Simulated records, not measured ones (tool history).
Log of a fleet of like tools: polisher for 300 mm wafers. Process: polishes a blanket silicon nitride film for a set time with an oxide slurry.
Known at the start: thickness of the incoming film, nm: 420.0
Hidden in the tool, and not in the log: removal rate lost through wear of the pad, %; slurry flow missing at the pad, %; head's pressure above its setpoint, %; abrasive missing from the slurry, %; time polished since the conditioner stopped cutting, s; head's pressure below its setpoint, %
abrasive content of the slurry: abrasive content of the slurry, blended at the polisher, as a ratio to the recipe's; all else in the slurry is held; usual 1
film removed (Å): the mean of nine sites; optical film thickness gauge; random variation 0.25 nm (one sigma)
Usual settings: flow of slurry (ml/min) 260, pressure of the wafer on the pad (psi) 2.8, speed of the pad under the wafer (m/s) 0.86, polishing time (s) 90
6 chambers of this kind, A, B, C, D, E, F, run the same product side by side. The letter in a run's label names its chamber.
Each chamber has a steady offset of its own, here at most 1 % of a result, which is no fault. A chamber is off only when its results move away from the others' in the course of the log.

| run | hour | flow of slurry (ml/min) | pressure of the wafer on the pad (psi) | speed of the pad under the wafer (m/s) | abrasive content of the slurry | polishing time (s) | wafers polished on this pad | hours since the slurry nozzle was cleaned | hours since the head pressure was calibrated | hours since the slurry blender was calibrated | hours since the conditioning disc was replaced | film removed (Å) |
|---|---|---|---|---|---|---|---|---|---|---|---|---|
|  | 8.1 | chamber F: worn pad replaced by a new one |
|  | 8.3 | chamber F: slurry nozzle cleaned |
| 1D | 11 | 260 | 2.8 | 0.86 | 1 | 90 | 584 | 295 | 125.8 | 133.2 | 233.9 | 356.84 |
|  | 14.6 | chamber A: slurry blender recalibrated |
|  | 19 | chamber D: conditioning disc replaced and pad reconditioned |
|  | 19.5 | chamber C: worn pad replaced by a new one |
| 2C | 20.9 | 260 | 2.8 | 0.86 | 1 | 90 | 19 | 172.3 | 706.1 | 104.2 | 55.1 | 357.82 |
|  | 27.5 | chamber A: conditioning disc replaced and pad reconditioned |
| 3F | 29 | 260 | 2.8 | 0.86 | 1 | 90 | 279 | 20.8 | 561.1 | 351.6 | 302.9 | 359.81 |
| 4B | 39.5 | 260 | 2.8 | 0.86 | 1 | 90 | 744 | 311.3 | 846.5 | 407.8 | 152.3 | 355 |
|  | 42.8 | chamber E: slurry nozzle cleaned |
|  | 44 | chamber D: worn pad replaced by a new one |
| 5A | 44.7 | 260 | 2.8 | 0.86 | 1 | 90 | 632 | 744.7 | 325.6 | 30.1 | 17.2 | 353.45 |
| 6E | 53.8 | 260 | 2.8 | 0.86 | 1 | 90 | 1046 | 11.1 | 600.1 | 158 | 230.1 | 350.81 |
|  | 54.5 | chamber E: worn pad replaced by a new one |
|  | 54.9 | chamber F: slurry blender recalibrated |
|  | 64 | chamber C: slurry blender recalibrated |
| 7A | 64.5 | 260 | 2.8 | 0.86 | 1 | 90 | 897 | 764.5 | 345.4 | 49.9 | 37 | 350.68 |
|  | 65.5 | chamber B: worn pad replaced by a new one |
|  | 66.3 | chamber A: worn pad replaced by a new one |
|  | 70.2 | chamber E: slurry blender recalibrated |
|  | 70.3 | chamber B: slurry blender recalibrated |
| 8D | 74.1 | 260 | 2.8 | 0.86 | 1 | 90 | 402 | 358.1 | 188.9 | 196.3 | 55.1 | 352.67 |
| 9E | 81.2 | 260 | 2.8 | 0.86 | 1 | 90 | 357 | 38.5 | 627.5 | 11 | 257.5 | 357.94 |
|  | 83.7 | chamber F: worn pad replaced by a new one |
|  | 86.7 | chamber C: conditioning disc replaced and pad reconditioned |
| 10B | 91.9 | 260 | 2.8 | 0.86 | 1 | 90 | 352 | 363.7 | 898.9 | 21.6 | 204.7 | 354.79 |
| 11C | 97.3 | 260 | 2.8 | 0.86 | 1 | 90 | 1039 | 248.7 | 782.5 | 33.3 | 10.6 | 349.47 |
|  | 98.2 | chamber A: slurry nozzle cleaned |
|  | 101.6 | chamber D: slurry blender recalibrated |
|  | 102.7 | chamber C: worn pad replaced by a new one |
| 12F | 108.6 | 260 | 2.8 | 0.86 | 1 | 90 | 333 | 100.4 | 640.7 | 53.8 | 382.5 | 354.57 |
|  | 111.5 | chamber F: head pressure recalibrated |
|  | 113.8 | chamber D: worn pad replaced by a new one |
| 13F | 119.3 | 260 | 2.8 | 0.86 | 1 | 90 | 476 | 111.1 | 7.9 | 64.5 | 393.2 | 356.86 |
|  | 121.3 | chamber C: slurry nozzle cleaned |
| 14E | 130.5 | 260 | 2.8 | 0.86 | 1 | 90 | 1015 | 87.8 | 676.8 | 60.3 | 306.8 | 357.5 |
|  | 134.2 | chamber E: worn pad replaced by a new one |
| 15D | 140.9 | 260 | 2.8 | 0.86 | 1 | 90 | 362 | 424.9 | 255.7 | 39.3 | 121.9 | 347.37 |
|  | 142.3 | chamber B: worn pad replaced by a new one |
|  | 149.2 | chamber A: worn pad replaced by a new one |
|  | 150.4 | chamber A: head pressure recalibrated |
| 16A | 150.4 | 260 | 2.8 | 0.86 | 1 | 90 | 17 | 52.3 | 0.1 | 135.8 | 122.9 | 355.54 |
|  | 152.4 | chamber A: slurry blender recalibrated |
|  | 154.1 | chamber F: worn pad replaced by a new one |
| 17B | 158.5 | 260 | 2.8 | 0.86 | 1 | 90 | 216 | 430.3 | 965.5 | 88.2 | 271.3 | 356.21 |
|  | 163.7 | chamber F: conditioning disc replaced and pad reconditioned |
| 18C | 167.6 | 260 | 2.8 | 0.86 | 1 | 90 | 867 | 46.4 | 852.8 | 103.6 | 80.9 | 357.18 |
| 19E | 176.3 | 260 | 2.8 | 0.86 | 1 | 63 | 562 | 133.6 | 722.6 | 106.1 | 352.6 | 247.44 |
| 20B | 182 | 260 | 2.8 | 0.86 | 1 | 63 | 530 | 453.8 | 989 | 111.7 | 294.8 | 249.83 |
|  | 185.1 | chamber E: head pressure recalibrated |
|  | 186.2 | chamber D: worn pad replaced by a new one |
| 21D | 192.9 | 260 | 2.8 | 0.86 | 1 | 63 | 89 | 476.9 | 307.7 | 91.3 | 173.9 | 239.43 |
|  | 193.7 | chamber C: worn pad replaced by a new one |
| 22F | 198.6 | 260 | 2.8 | 0.86 | 1 | 63 | 594 | 190.4 | 87.2 | 143.8 | 34.9 | 250.11 |
|  | 203.9 | chamber E: conditioning disc replaced and pad reconditioned |
|  | 205.9 | chamber E: worn pad replaced by a new one |
|  | 207.5 | chamber C: conditioning disc replaced and pad reconditioned |
| 23A | 209.8 | 260 | 2.8 | 0.86 | 1 | 63 | 810 | 111.7 | 59.5 | 57.5 | 182.3 | 249.24 |
| 24C | 214.8 | 260 | 2.8 | 0.86 | 1 | 63 | 282 | 93.6 | 900 | 150.8 | 7.4 | 247.46 |
|  | 220 | chamber B: worn pad replaced by a new one |
| 25E | 221.9 | 260 | 2.8 | 0.86 | 1 | 90 | 214 | 179.2 | 36.9 | 151.7 | 18 | 357.8 |
|  | 222.2 | chamber E: slurry blender recalibrated |
|  | 222.4 | chamber F: worn pad replaced by a new one |
|  | 222.8 | chamber A: worn pad replaced by a new one |
|  | 223.5 | chamber B: slurry nozzle cleaned |
|  | 226.8 | chamber C: slurry blender recalibrated |
| 26B | 232.5 | 260 | 2.8 | 0.86 | 1 | 90 | 167 | 9.1 | 1039.5 | 162.2 | 345.3 | 357.01 |
| 27D | 243.5 | 260 | 2.8 | 0.86 | 1 | 90 | 765 | 527.5 | 358.3 | 141.9 | 224.5 | 336.51 |
| 28A | 248.6 | 260 | 2.8 | 0.86 | 1 | 90 | 345 | 150.5 | 98.3 | 96.3 | 221.1 | 359.75 |
|  | 253.4 | chamber D: conditioning disc replaced and pad reconditioned |
| 29F | 256 | 260 | 2.8 | 0.86 | 1 | 90 | 449 | 247.8 | 144.6 | 201.2 | 92.3 | 352.59 |
| 30C | 266.3 | 260 | 2.8 | 0.86 | 1 | 90 | 969 | 145.1 | 951.5 | 39.6 | 58.9 | 354.27 |
|  | 267.7 | chamber D: worn pad replaced by a new one |
|  | 271.4 | chamber E: worn pad replaced by a new one |
|  | 274.1 | chamber C: worn pad replaced by a new one |
| 31F | 276.5 | 260 | 2.8 | 0.86 | 1 | 90 | 723 | 268.3 | 165.1 | 221.7 | 112.8 | 353.82 |
| 32D | 283.1 | 260 | 2.8 | 0.86 | 1 | 90 | 206 | 567.1 | 397.9 | 181.5 | 29.8 | 336.22 |
| 33C | 293.6 | 260 | 2.8 | 0.86 | 0.85 | 90 | 260 | 172.4 | 978.8 | 66.9 | 86.2 | 328.26 |
|  | 293.8 | chamber A: slurry blender recalibrated |
| 34E | 299.3 | 260 | 2.8 | 0.86 | 0.85 | 90 | 372 | 256.6 | 114.3 | 77.2 | 95.4 | 327.54 |
| 35B | 304.4 | 260 | 2.8 | 0.86 | 0.85 | 90 | 1127 | 81 | 1111.4 | 234.1 | 417.2 | 326.76 |
|  | 307 | chamber D: slurry nozzle cleaned |
|  | 307.2 | chamber A: worn pad replaced by a new one |
|  | 308.8 | chamber F: worn pad replaced by a new one |
| 36A | 313 | 260 | 2.8 | 0.86 | 0.85 | 90 | 78 | 214.9 | 162.7 | 19.3 | 285.5 | 326.78 |
|  | 315.4 | chamber B: worn pad replaced by a new one |
| 37D | 320.2 | 260 | 2.8 | 0.86 | 0.85 | 90 | 701 | 13.3 | 435 | 218.6 | 66.9 | 310.78 |
|  | 328.4 | chamber B: conditioning disc replaced and pad reconditioned |
| 38C | 330.2 | 260 | 2.8 | 0.86 | 0.85 | 90 | 749 | 209 | 1015.4 | 103.5 | 122.8 | 329.08 |
| 39A | 340.3 | 260 | 2.8 | 0.86 | 1 | 90 | 442 | 242.2 | 190 | 46.6 | 312.8 | 356.75 |
|  | 343.8 | chamber E: worn pad replaced by a new one |
| 40F | 350.3 | 260 | 2.8 | 0.86 | 1 | 90 | 555 | 342.1 | 238.9 | 295.5 | 186.6 | 355.89 |
| 41E | 359.6 | 260 | 2.8 | 0.86 | 1 | 90 | 211 | 316.9 | 174.6 | 137.5 | 155.7 | 353.93 |
| 42B | 369.5 | 260 | 2.8 | 0.86 | 1 | 90 | 722 | 146.1 | 1176.5 | 299.2 | 41.1 | 356.21 |
| 43B | 376.9 | 260 | 2.8 | 0.86 | 1 | 90 | 821 | 153.5 | 1183.9 | 306.6 | 48.5 | 358.06 |

Is one chamber off against the others, does the gauge drift, or is nothing wrong? If a chamber is off, say which, and what the likeliest cause is.

Chamber D drifts away from the others.
Cause: head's pressure below its setpoint, % = 9.22.

Here are 4 candidates for chamber D's next run, each the usual settings with a change, their results left as question marks. Which one brings its results back in line with what the others give on the usual settings?
In line means no further than this from the other chambers' mean on the usual settings: film removed (Å) 8.8
| 44D-1 | 385.1 | 260 | 2.8 | 0.86 | 1 | 86 |  |  |  |  |  | ? |
| 44D-2 | 385.1 | 260 | 2.8 | 0.86 | 1 | 94 |  |  |  |  |  | ? |
| 44D-3 | 385.1 | 265 | 2.8 | 0.94 | 1.05 | 90 |  |  |  |  |  | ? |
| 44D-4 | 385.1 | 260 | 2.7 | 0.84 | 1 | 87 |  |  |  |  |  | ? |

The other chambers' mean on the usual settings: film removed (Å) 355.09
| run | film removed (Å) |
|---|---|
| 44D-1 | 312.33 |
| 44D-2 | 341.39 |
| 44D-3 | 359.22 |
| 44D-4 | 299.11 |
44D-3 brings the chamber back in line.

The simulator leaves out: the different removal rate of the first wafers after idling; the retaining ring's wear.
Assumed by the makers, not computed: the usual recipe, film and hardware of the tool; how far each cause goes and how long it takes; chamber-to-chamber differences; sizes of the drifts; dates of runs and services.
